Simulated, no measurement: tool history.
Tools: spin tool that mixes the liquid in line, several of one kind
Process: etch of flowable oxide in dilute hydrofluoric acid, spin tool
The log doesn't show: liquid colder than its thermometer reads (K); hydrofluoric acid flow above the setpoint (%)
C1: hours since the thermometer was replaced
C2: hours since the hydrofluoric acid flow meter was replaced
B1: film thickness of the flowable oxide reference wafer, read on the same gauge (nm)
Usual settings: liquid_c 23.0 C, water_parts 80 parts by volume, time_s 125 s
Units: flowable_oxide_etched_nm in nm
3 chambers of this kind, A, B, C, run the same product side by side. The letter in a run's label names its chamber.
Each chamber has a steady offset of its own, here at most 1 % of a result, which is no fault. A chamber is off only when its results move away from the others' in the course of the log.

run 1A hour=5.0 | liquid_c=23.0 water_parts=80 time_s=125 | C1=414.2 C2=587.7 | B1=109.99 | flowable_oxide_etched_nm=36.543
run 2C hour=11.5 | liquid_c=23.0 water_parts=80 time_s=125 | C1=739.6 C2=702.5 | B1=110.02 | flowable_oxide_etched_nm=36.667
run 3B hour=15.0 | liquid_c=23.0 water_parts=80 time_s=125 | C1=2227.5 C2=1802.5 | B1=110.02 | flowable_oxide_etched_nm=37.120
run 4C hour=20.4 | liquid_c=23.0 water_parts=80 time_s=125 | C1=748.5 C2=711.4 | B1=109.97 | flowable_oxide_etched_nm=36.776
run 5B hour=24.9 | liquid_c=23.0 water_parts=45 time_s=85 | C1=2237.4 C2=1812.4 | B1=110.01 | flowable_oxide_etched_nm=47.109
run 6A hour=28.5 | liquid_c=23.0 water_parts=45 time_s=85 | C1=437.7 C2=611.2 | B1=110.00 | flowable_oxide_etched_nm=46.951
run 7B hour=35.3 | liquid_c=23.0 water_parts=45 time_s=85 | C1=2247.8 C2=1822.8 | B1=110.02 | flowable_oxide_etched_nm=47.352
run 8C hour=39.3 | liquid_c=23.0 water_parts=80 time_s=125 | C1=767.4 C2=730.3 | B1=109.98 | flowable_oxide_etched_nm=36.644
-- hour=44.0 chamber B: hydrofluoric acid flow meter replaced
run 9A hour=44.8 | liquid_c=23.0 water_parts=80 time_s=125 | C1=454.0 C2=627.5 | B1=109.97 | flowable_oxide_etched_nm=36.583
run 10C hour=49.6 | liquid_c=19.0 water_parts=80 time_s=125 | C1=777.7 C2=740.6 | B1=109.98 | flowable_oxide_etched_nm=31.116
run 11A hour=54.7 | liquid_c=19.0 water_parts=80 time_s=125 | C1=463.9 C2=637.4 | B1=110.03 | flowable_oxide_etched_nm=31.046
run 12B hour=61.2 | liquid_c=19.0 water_parts=80 time_s=125 | C1=2273.7 C2=17.2 | B1=110.01 | flowable_oxide_etched_nm=31.430
run 13A hour=65.3 | liquid_c=23.0 water_parts=80 time_s=125 | C1=474.5 C2=648.0 | B1=110.01 | flowable_oxide_etched_nm=36.532
run 14C hour=70.1 | liquid_c=21.5 water_parts=80 time_s=125 | C1=798.2 C2=761.1 | B1=109.99 | flowable_oxide_etched_nm=34.582
run 15B hour=73.4 | liquid_c=21.5 water_parts=80 time_s=125 | C1=2285.9 C2=29.4 | B1=109.96 | flowable_oxide_etched_nm=34.514
run 16A hour=79.5 | liquid_c=21.5 water_parts=80 time_s=125 | C1=488.7 C2=662.2 | B1=110.01 | flowable_oxide_etched_nm=34.602
run 17B hour=86.2 | liquid_c=23.0 water_parts=80 time_s=125 | C1=2298.7 C2=42.2 | B1=110.02 | flowable_oxide_etched_nm=37.130
-- hour=87.3 chamber A: hydrofluoric acid flow meter replaced
run 18C hour=89.9 | liquid_c=23.0 water_parts=80 time_s=125 | C1=818.0 C2=780.9 | B1=109.99 | flowable_oxide_etched_nm=36.858
run 19B hour=96.8 | liquid_c=23.0 water_parts=80 time_s=125 | C1=2309.3 C2=52.8 | B1=110.03 | flowable_oxide_etched_nm=36.966
run 20A hour=101.0 | liquid_c=27.5 water_parts=80 time_s=150 | C1=510.2 C2=13.8 | B1=110.01 | flowable_oxide_etched_nm=52.965
run 21C hour=104.3 | liquid_c=27.5 water_parts=80 time_s=150 | C1=832.4 C2=795.3 | B1=110.00 | flowable_oxide_etched_nm=52.428
run 22A hour=107.9 | liquid_c=27.5 water_parts=80 time_s=150 | C1=517.1 C2=20.7 | B1=109.98 | flowable_oxide_etched_nm=53.276
run 23C hour=111.1 | liquid_c=23.0 water_parts=80 time_s=125 | C1=839.2 C2=802.1 | B1=109.95 | flowable_oxide_etched_nm=36.578
run 24B hour=116.9 | liquid_c=23.0 water_parts=80 time_s=125 | C1=2329.4 C2=72.9 | B1=109.99 | flowable_oxide_etched_nm=36.847
run 25B hour=122.9 | liquid_c=23.0 water_parts=80 time_s=125 | C1=2335.4 C2=78.9 | B1=110.01 | flowable_oxide_etched_nm=36.636
run 26C hour=128.8 | liquid_c=28.0 water_parts=80 time_s=125 | C1=856.9 C2=819.8 | B1=110.01 | flowable_oxide_etched_nm=44.901
run 27A hour=132.8 | liquid_c=28.0 water_parts=80 time_s=125 | C1=542.0 C2=45.6 | B1=109.99 | flowable_oxide_etched_nm=44.913
run 28A hour=136.0 | liquid_c=28.0 water_parts=80 time_s=125 | C1=545.2 C2=48.8 | B1=110.03 | flowable_oxide_etched_nm=45.060
run 29B hour=140.0 | liquid_c=23.0 water_parts=80 time_s=125 | C1=2352.5 C2=96.0 | B1=110.03 | flowable_oxide_etched_nm=37.227
run 30C hour=147.1 | liquid_c=23.0 water_parts=80 time_s=125 | C1=875.2 C2=838.1 | B1=110.00 | flowable_oxide_etched_nm=36.713
run 31A hour=152.7 | liquid_c=23.0 water_parts=80 time_s=125 | C1=561.9 C2=65.5 | B1=109.99 | flowable_oxide_etched_nm=36.517

Is one chamber off against the others, does the gauge drift, or is nothing wrong? If a chamber is off, say which, and what the likeliest cause is.

No chamber stands off beyond its own small offset, and the gauge holds steady.

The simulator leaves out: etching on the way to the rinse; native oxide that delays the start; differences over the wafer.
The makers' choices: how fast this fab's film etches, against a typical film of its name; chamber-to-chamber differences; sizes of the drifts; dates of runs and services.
